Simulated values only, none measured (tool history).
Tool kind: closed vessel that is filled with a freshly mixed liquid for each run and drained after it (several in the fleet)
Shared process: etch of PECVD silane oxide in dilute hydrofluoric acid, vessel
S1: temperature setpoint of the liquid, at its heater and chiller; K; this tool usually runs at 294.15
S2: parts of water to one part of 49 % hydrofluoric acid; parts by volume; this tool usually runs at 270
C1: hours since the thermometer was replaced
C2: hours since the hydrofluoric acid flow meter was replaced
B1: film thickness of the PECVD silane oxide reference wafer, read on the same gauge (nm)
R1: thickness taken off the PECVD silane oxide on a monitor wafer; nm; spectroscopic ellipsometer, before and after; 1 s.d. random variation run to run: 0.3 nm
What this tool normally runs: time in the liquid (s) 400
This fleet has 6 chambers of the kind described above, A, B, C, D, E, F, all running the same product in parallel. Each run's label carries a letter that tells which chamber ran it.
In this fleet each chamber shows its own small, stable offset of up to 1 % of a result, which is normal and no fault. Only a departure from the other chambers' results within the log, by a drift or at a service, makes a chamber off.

{"run": "1D", "hour": 3.8, "S1": 294.15, "S2": 270, "time in the liquid (s)": 400, "C1": 355.7, "C2": 82.6, "B1": 80.013, "R1": 45.729}
{"run": "2C", "hour": 8.5, "S1": 294.15, "S2": 270, "time in the liquid (s)": 400, "C1": 1335.3, "C2": 414.6, "B1": 80.008, "R1": 46.555}
{"run": "3F", "hour": 12.0, "S1": 294.15, "S2": 270, "time in the liquid (s)": 400, "C1": 750.3, "C2": 283.4, "B1": 80.016, "R1": 45.587}
{"run": "4A", "hour": 14.4, "S1": 294.15, "S2": 270, "time in the liquid (s)": 400, "C1": 1275.3, "C2": 630.4, "B1": 80.006, "R1": 45.064}
{"run": "5E", "hour": 17.8, "S1": 294.15, "S2": 335, "time in the liquid (s)": 180, "C1": 659.1, "C2": 1285.5, "B1": 79.989, "R1": 15.403}
{"run": "6B", "hour": 22.7, "S1": 294.15, "S2": 335, "time in the liquid (s)": 180, "C1": 1211.7, "C2": 930.0, "B1": 79.972, "R1": 15.695}
{"run": "7A", "hour": 25.5, "S1": 294.15, "S2": 335, "time in the liquid (s)": 180, "C1": 1286.4, "C2": 641.5, "B1": 79.991, "R1": 15.422}
{"run": "8B", "hour": 30.3, "S1": 294.15, "S2": 335, "time in the liquid (s)": 180, "C1": 1219.3, "C2": 937.6, "B1": 80.022, "R1": 15.452}
{"run": "9D", "hour": 34.4, "S1": 294.15, "S2": 335, "time in the liquid (s)": 180, "C1": 386.3, "C2": 113.2, "B1": 80.0, "R1": 15.551}
{"run": "10F", "hour": 36.9, "S1": 294.15, "S2": 335, "time in the liquid (s)": 180, "C1": 775.2, "C2": 308.3, "B1": 79.988, "R1": 15.594}
{"run": "11E", "hour": 39.3, "S1": 294.15, "S2": 270, "time in the liquid (s)": 400, "C1": 680.6, "C2": 1307.0, "B1": 79.991, "R1": 45.658}
{"run": "12C", "hour": 44.0, "S1": 294.15, "S2": 270, "time in the liquid (s)": 400, "C1": 1370.8, "C2": 450.1, "B1": 80.012, "R1": 46.333}
{"run": "13E", "hour": 47.0, "S1": 294.15, "S2": 270, "time in the liquid (s)": 400, "C1": 688.3, "C2": 1314.7, "B1": 79.996, "R1": 45.175}
{"run": "14C", "hour": 49.8, "S1": 294.15, "S2": 270, "time in the liquid (s)": 400, "C1": 1376.6, "C2": 455.9, "B1": 80.037, "R1": 46.299}
{"run": "15B", "hour": 53.8, "S1": 294.15, "S2": 270, "time in the liquid (s)": 400, "C1": 1242.8, "C2": 961.1, "B1": 79.998, "R1": 44.974}
{"run": "16A", "hour": 56.7, "S1": 294.15, "S2": 270, "time in the liquid (s)": 400, "C1": 1317.6, "C2": 672.7, "B1": 79.973, "R1": 45.412}
{"run": "17F", "hour": 60.4, "S1": 294.15, "S2": 270, "time in the liquid (s)": 400, "C1": 798.7, "C2": 331.8, "B1": 79.989, "R1": 45.396}
{"run": "18D", "hour": 63.9, "S1": 294.15, "S2": 270, "time in the liquid (s)": 400, "C1": 415.8, "C2": 142.7, "B1": 79.989, "R1": 45.097}
{"run": "19A", "hour": 67.2, "S1": 294.15, "S2": 270, "time in the liquid (s)": 400, "C1": 1328.1, "C2": 683.2, "B1": 79.989, "R1": 45.827}
{"run": "20D", "hour": 70.0, "S1": 294.15, "S2": 270, "time in the liquid (s)": 400, "C1": 421.9, "C2": 148.8, "B1": 80.017, "R1": 45.712}
{"run": "21C", "hour": 72.3, "S1": 294.15, "S2": 270, "time in the liquid (s)": 400, "C1": 1399.1, "C2": 478.4, "B1": 79.994, "R1": 45.812}
{"run": "22B", "hour": 77.4, "S1": 294.15, "S2": 270, "time in the liquid (s)": 400, "C1": 1266.4, "C2": 984.7, "B1": 80.005, "R1": 44.877}
{"run": "23F", "hour": 82.1, "S1": 294.15, "S2": 270, "time in the liquid (s)": 400, "C1": 820.4, "C2": 353.5, "B1": 79.995, "R1": 45.492}
{"hour": 83.7, "done": "chamber C: hydrofluoric acid flow meter replaced"}
{"run": "24E", "hour": 85.2, "S1": 294.15, "S2": 365, "time in the liquid (s)": 560, "C1": 726.5, "C2": 1352.9, "B1": 80.012, "R1": 42.85}
{"run": "25B", "hour": 87.6, "S1": 294.15, "S2": 365, "time in the liquid (s)": 560, "C1": 1276.6, "C2": 994.9, "B1": 79.982, "R1": 41.911}
{"run": "26A", "hour": 91.4, "S1": 294.15, "S2": 365, "time in the liquid (s)": 560, "C1": 1352.3, "C2": 707.4, "B1": 80.006, "R1": 43.39}
{"run": "27F", "hour": 95.1, "S1": 294.15, "S2": 365, "time in the liquid (s)": 560, "C1": 833.4, "C2": 366.5, "B1": 79.984, "R1": 43.147}
{"run": "28C", "hour": 98.6, "S1": 294.15, "S2": 365, "time in the liquid (s)": 560, "C1": 1425.4, "C2": 15.0, "B1": 80.009, "R1": 43.758}
{"hour": 101.8, "done": "chamber C: thermometer replaced"}
{"run": "29E", "hour": 102.5, "S1": 294.15, "S2": 365, "time in the liquid (s)": 560, "C1": 743.8, "C2": 1370.2, "B1": 79.984, "R1": 43.381}
{"run": "30D", "hour": 105.9, "S1": 294.15, "S2": 270, "time in the liquid (s)": 400, "C1": 457.8, "C2": 184.7, "B1": 80.004, "R1": 45.349}
{"run": "31F", "hour": 108.6, "S1": 294.15, "S2": 270, "time in the liquid (s)": 400, "C1": 846.9, "C2": 380.0, "B1": 79.995, "R1": 45.356}
{"run": "32D", "hour": 112.0, "S1": 294.15, "S2": 270, "time in the liquid (s)": 400, "C1": 463.9, "C2": 190.8, "B1": 79.999, "R1": 45.948}
{"run": "33A", "hour": 115.8, "S1": 294.15, "S2": 270, "time in the liquid (s)": 400, "C1": 1376.7, "C2": 731.8, "B1": 79.998, "R1": 45.92}
{"run": "34C", "hour": 118.2, "S1": 294.15, "S2": 270, "time in the liquid (s)": 400, "C1": 16.5, "C2": 34.6, "B1": 80.005, "R1": 45.777}
{"run": "35E", "hour": 120.5, "S1": 294.15, "S2": 330, "time in the liquid (s)": 585, "C1": 761.8, "C2": 1388.2, "B1": 79.975, "R1": 51.838}
{"run": "36B", "hour": 124.6, "S1": 294.15, "S2": 330, "time in the liquid (s)": 585, "C1": 1313.6, "C2": 1031.9, "B1": 80.016, "R1": 49.318}
{"run": "37F", "hour": 128.0, "S1": 294.15, "S2": 330, "time in the liquid (s)": 585, "C1": 866.3, "C2": 399.4, "B1": 80.027, "R1": 51.602}
{"run": "38C", "hour": 132.0, "S1": 294.15, "S2": 330, "time in the liquid (s)": 585, "C1": 30.3, "C2": 48.4, "B1": 80.008, "R1": 52.99}
{"run": "39D", "hour": 134.3, "S1": 294.15, "S2": 330, "time in the liquid (s)": 585, "C1": 486.2, "C2": 213.1, "B1": 80.001, "R1": 51.843}
{"run": "40E", "hour": 137.5, "S1": 294.15, "S2": 330, "time in the liquid (s)": 585, "C1": 778.8, "C2": 1405.2, "B1": 79.979, "R1": 50.796}

Is one chamber out of step, is the gauge drifting, or do the chambers differ by no more than their own small offsets? For an off chamber, give its letter and the likeliest cause.

One chamber, B, drifts off from the rest bit by bit.
Cause: liquid colder than its thermometer reads (K) = 1.35.
Not necessarily distinguishable in this log from: hydrofluoric acid flow below the setpoint (%).

Chamber B could run next with any of the 4 candidate recipes listed below; each alters the usual settings, and their results appear as question marks. Which one brings its results back in line with what the other chambers deliver on the usual settings?
A result is in line if it is within this distance of the other chambers' mean on the usual settings: R1 1.100 nm
{"run": "41B-1", "hour": 141.1, "S1": 294.15, "S2": 280, "time in the liquid (s)": 380, "R1": "?"}
{"run": "41B-2", "hour": 141.1, "S1": 294.15, "S2": 275, "time in the liquid (s)": 390, "R1": "?"}
{"run": "41B-3", "hour": 141.1, "S1": 294.15, "S2": 250, "time in the liquid (s)": 400, "R1": "?"}
{"run": "41B-4", "hour": 141.1, "S1": 294.15, "S2": 260, "time in the liquid (s)": 400, "R1": "?"}

Other chambers, usual settings, mean: R1 45.632 nm
run=41B-1 R1=39.368
run=41B-2 R1=41.327
run=41B-3 R1=47.726
run=41B-4 R1=45.460
Change 41B-4 lands the chamber within the allowed miss of the other chambers.
